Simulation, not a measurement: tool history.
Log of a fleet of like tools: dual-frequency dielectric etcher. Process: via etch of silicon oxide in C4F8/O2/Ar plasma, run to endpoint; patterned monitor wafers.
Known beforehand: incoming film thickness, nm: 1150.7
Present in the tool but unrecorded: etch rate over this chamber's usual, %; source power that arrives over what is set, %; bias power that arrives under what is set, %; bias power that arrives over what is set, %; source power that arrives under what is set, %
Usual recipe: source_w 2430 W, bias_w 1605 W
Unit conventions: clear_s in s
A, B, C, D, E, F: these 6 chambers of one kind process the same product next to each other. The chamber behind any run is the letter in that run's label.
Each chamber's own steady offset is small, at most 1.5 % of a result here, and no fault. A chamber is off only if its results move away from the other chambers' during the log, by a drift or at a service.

run	hour	source_w	bias_w	hours since the last wet clean	hours since the last source power generator calibration	hours since the last bias power generator calibration	clear_s
# hour 11.4: chamber D: wet clean of the chamber
1E	11.8	2430	1605	290.9	70.8	154.9	223.28
2A	19.7	2430	1605	28.4	498.5	1365.7	223.70
3D	29.1	2430	1605	17.7	1008.6	2530.1	221.49
4F	39.7	2430	1605	334.8	1857.8	71.2	224.42
5B	48.4	2430	1605	289.3	529.4	1192.0	223.06
6C	61.8	2910	1605	276.8	2095.2	1370.9	207.47
7F	69.6	2910	1605	364.7	1887.7	101.1	210.28
8A	78.4	2910	1605	87.1	557.2	1424.4	209.26
9B	87.4	2910	1605	328.3	568.4	1231.0	204.19
10D	96.3	2910	1605	84.9	1075.8	2597.3	207.84
11E	105.5	2910	1605	384.6	164.5	248.6	207.90
12C	115.2	3000	1821	330.2	2148.6	1424.3	196.09
13E	121.8	3000	1821	400.9	180.8	264.9	199.38
14F	132.4	3000	1821	427.5	1950.5	163.9	200.93
15A	140.4	3000	1821	149.1	619.2	1486.4	200.56
16C	153.2	3000	1821	368.2	2186.6	1462.3	195.22
# hour 159.7: chamber E: wet clean of the chamber
17B	160.3	3000	1821	401.2	641.3	1303.9	195.44
# hour 165.3: chamber C: source power generator calibrated
18D	167.0	2430	1605	155.6	1146.5	2668.0	219.79
19A	180.9	2430	1605	189.6	659.7	1526.9	225.66
20C	191.2	2430	1605	406.2	25.9	1500.3	219.74
# hour 197.1: chamber C: wet clean of the chamber
21B	202.0	2430	1605	442.9	683.0	1345.6	220.08
22E	215.5	2190	1478	55.8	274.5	358.6	239.88
# hour 220.5: chamber B: wet clean of the chamber
23D	225.1	2190	1478	213.7	1204.6	2726.1	238.91
24F	232.6	2190	1478	527.7	2050.7	264.1	237.27
25E	246.3	2190	1478	86.6	305.3	389.4	242.21
26A	255.5	2190	1478	264.2	734.3	1601.5	239.56
# hour 262.6: chamber F: wet clean of the chamber
27D	266.9	2190	1478	255.5	1246.4	2767.9	236.01
28C	275.4	2430	1605	78.4	110.1	1584.5	220.84
29B	289.9	2430	1605	69.5	770.9	1433.5	217.79
30F	298.4	2430	1605	35.8	2116.5	329.9	223.88
# hour 304.1: chamber D: wet clean of the chamber
31F	310.8	2430	1605	48.2	2128.9	342.3	225.05
32A	324.1	2430	1605	332.8	802.9	1670.1	224.80
33D	336.1	2430	1605	32.0	1315.6	2837.1	213.11
34B	347.3	2430	1605	126.9	828.3	1490.9	220.59
35E	358.5	2430	1605	198.8	417.5	501.6	222.15
36C	368.8	2430	1605	171.8	203.5	1677.9	218.86
37F	382.4	2430	1605	119.8	2200.5	413.9	225.10
# hour 393.7: chamber D: bias power generator calibrated
38D	395.5	2430	1605	91.4	1375.0	1.9	211.27
39E	410.0	2430	1605	250.3	469.0	553.1	221.03
# hour 417.6: chamber A: wet clean of the chamber
40C	424.4	2430	1605	227.4	259.1	1733.5	223.04
41B	436.7	2430	1605	216.3	917.7	1580.3	220.59
42A	448.2	2430	1605	30.6	927.0	1794.2	226.50
43A	460.6	2430	1605	43.0	939.4	1806.6	224.74
44D	468.3	2430	1605	164.2	1447.8	74.7	212.86

The same settings go to every chamber for the next run, one line per chamber below. Forecast the results for each:
45A	479.1	2430	1374				?
45B	479.1	2430	1374				?
45C	479.1	2430	1374				?
45D	479.1	2430	1374				?
45E	479.1	2430	1374				?
45F	479.1	2430	1374				?

run	clear_s
45A	229.52
45B	226.15
45C	232.88
45D	222.16
45E	233.29
45F	234.44

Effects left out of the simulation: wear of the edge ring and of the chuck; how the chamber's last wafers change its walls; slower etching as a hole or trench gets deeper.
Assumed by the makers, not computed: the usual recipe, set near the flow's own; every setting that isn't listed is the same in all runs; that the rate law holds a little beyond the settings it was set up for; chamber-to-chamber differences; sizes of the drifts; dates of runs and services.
